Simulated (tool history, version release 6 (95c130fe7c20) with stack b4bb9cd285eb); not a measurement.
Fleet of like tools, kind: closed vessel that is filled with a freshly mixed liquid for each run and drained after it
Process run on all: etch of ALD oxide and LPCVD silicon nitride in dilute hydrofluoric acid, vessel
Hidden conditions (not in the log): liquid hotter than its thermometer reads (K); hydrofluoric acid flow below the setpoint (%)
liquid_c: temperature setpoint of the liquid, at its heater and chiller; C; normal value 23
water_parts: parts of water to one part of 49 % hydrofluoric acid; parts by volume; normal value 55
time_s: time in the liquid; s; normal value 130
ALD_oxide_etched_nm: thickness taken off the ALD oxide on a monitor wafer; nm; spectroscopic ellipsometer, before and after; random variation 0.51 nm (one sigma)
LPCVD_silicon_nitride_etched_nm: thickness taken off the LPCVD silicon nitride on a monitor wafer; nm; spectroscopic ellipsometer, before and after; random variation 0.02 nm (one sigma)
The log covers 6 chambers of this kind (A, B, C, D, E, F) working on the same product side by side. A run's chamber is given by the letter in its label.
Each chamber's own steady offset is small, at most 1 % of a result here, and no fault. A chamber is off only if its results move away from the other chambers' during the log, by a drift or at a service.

run   hour  liquid_c  water_parts  time_s  hours since the thermometer was replaced  hours since the hydrofluoric acid flow meter was replaced  read-back film thickness of the ALD oxide reference wafer, read on the same gauge (nm)  read-back film thickness of the LPCVD silicon nitride reference wafer, read on the same gauge (nm)  ALD_oxide_etched_nm  LPCVD_silicon_nitride_etched_nm
       3.8  -- chamber B: hydrofluoric acid flow meter replaced
 1F    4.8        23           55     130                                     373.9                                                       1817                                                                                  150.01                                                                                              30.013               51.815                          0.91877
 2E    8.8        23           55     130                                    1476.4                                                      715.3                                                                                  150.01                                                                                              29.984               51.562                          0.92725
 3A   12.7        23           55     130                                    1375.6                                                      751.8                                                                                  149.97                                                                                              29.994               51.962                          0.99934
 4D   17.9        23           55     130                                    1380.2                                                     1153.1                                                                                  150.01                                                                                              30.001               52.333                          0.93946
 5B   21.3        23           55     130                                       969                                                       17.6                                                                                  149.98                                                                                              30.026               51.825                          0.92012
 6C   25.6        23           55     130                                     375.2                                                      599.8                                                                                  150.01                                                                                              29.978                51.31                          0.96674
 7F   30.1        23           55     130                                     399.2                                                     1842.3                                                                                  149.98                                                                                              30.021               51.342                          0.95358
 8C     33        23           55     130                                     382.6                                                      607.2                                                                                  150.02                                                                                               29.98               50.806                          0.94088
 9B   37.6        23           55     130                                     985.3                                                       33.9                                                                                  150.01                                                                                              29.992               51.874                           0.9056
10A   41.4        23           55     130                                    1404.3                                                      780.5                                                                                  149.99                                                                                              30.003                51.93                          0.95302
11E   44.2        23           55     130                                    1511.8                                                      750.7                                                                                  149.99                                                                                              29.993               52.064                          0.94445
12D   48.2      20.5           45     130                                    1410.5                                                     1183.4                                                                                  150.03                                                                                              30.016               58.676                          0.97154
13C   52.5      20.5           45     130                                     402.1                                                      626.7                                                                                  149.99                                                                                              30.011               58.048                           1.0313
14D   57.5      20.5           45     130                                    1419.8                                                     1192.7                                                                                     150                                                                                              29.977               58.838                            1.008
15E   60.8      20.5           45     130                                    1528.4                                                      767.3                                                                                  150.01                                                                                              30.002                58.34                          0.98052
16B   63.5      20.5           45     130                                    1011.2                                                       59.8                                                                                     150                                                                                              29.985               57.611                          0.98046
17A   67.9      20.5           45     130                                    1430.8                                                        807                                                                                  149.98                                                                                              29.991               57.853                          0.97671
18F     72        23           55     130                                     441.1                                                     1884.2                                                                                  150.02                                                                                              29.994               51.834                          0.94294
19E   76.2        23           55     130                                    1543.8                                                      782.7                                                                                  149.97                                                                                              29.989               52.346                          0.96114
20A   79.9        23           70     130                                    1442.8                                                        819                                                                                     150                                                                                              30.003                39.91                          0.73533
21B   85.1        23           70     130                                    1032.8                                                       81.4                                                                                  150.04                                                                                               30.01               39.661                          0.74453
22C   88.7        23           70     130                                     438.3                                                      662.9                                                                                  149.99                                                                                              29.992               39.147                          0.75683
      91.2  -- chamber D: thermometer replaced
23D   93.4        23           70     130                                       2.3                                                     1228.6                                                                                  149.98                                                                                              29.992               40.597                          0.74257
24F   95.7        23           70     130                                     464.8                                                     1907.9                                                                                  150.01                                                                                              29.996               40.303                          0.73348
25D   98.8        23           70     130                                       7.7                                                       1234                                                                                  150.03                                                                                              30.012               39.412                          0.77608
26F  102.8        23           70     130                                     471.9                                                       1915                                                                                     150                                                                                              29.987               40.238                          0.74467
27E  107.6        23           70     130                                    1575.2                                                      814.1                                                                                  150.03                                                                                               30.01               40.127                          0.74486
28B  111.3        23           70     130                                      1059                                                      107.6                                                                                  150.01                                                                                              30.008               39.965                          0.73614
29A  115.1        23           70     130                                      1478                                                      854.2                                                                                  149.99                                                                                              29.999               39.918                          0.74626
30C    120        23           70     130                                     469.6                                                      694.2                                                                                     150                                                                                              30.002               39.718                          0.71495
31C    123        23           70     130                                     472.6                                                      697.2                                                                                  150.01                                                                                              30.003               39.902                          0.74543
32D  125.4        23           55     130                                      34.3                                                     1260.6                                                                                  149.99                                                                                              29.989               52.128                          0.92083
33E  129.5        23           55     130                                    1597.1                                                        836                                                                                  150.02                                                                                               30.01               52.577                          0.98312
34F  132.2        23           55     130                                     501.3                                                     1944.4                                                                                  150.01                                                                                              30.013               52.026                          0.92613
35A  136.6      27.5           55      60                                    1499.5                                                      875.7                                                                                  150.03                                                                                              30.003                28.75                          0.60223
36B  139.3      27.5           55      60                                      1087                                                      135.6                                                                                     150                                                                                              29.991               29.204                          0.58347
37F    144      27.5           55      60                                     513.1                                                     1956.2                                                                                  150.01                                                                                              30.002                28.17                          0.59401
38C  147.2      27.5           55      60                                     496.8                                                      721.4                                                                                  149.96                                                                                              30.011               29.236                          0.56928
39A  151.9      27.5           55      60                                    1514.8                                                        891                                                                                  149.98                                                                                              30.011               28.853                          0.58398
40B  155.2      27.5           55      60                                    1102.9                                                      151.5                                                                                     150                                                                                              30.017               28.676                          0.60273
41D  159.3        23           55     130                                      68.2                                                     1294.5                                                                                     150                                                                                              30.006               52.501                          0.95539

Has any chamber moved away from the others, gradually or after a service, or does the common gauge drift, or do the chambers differ only by their own small steady offsets? State the chamber and the most likely cause if one applies.

Neither any chamber nor the gauge drifts; the chambers differ only by their own small, steady offsets.
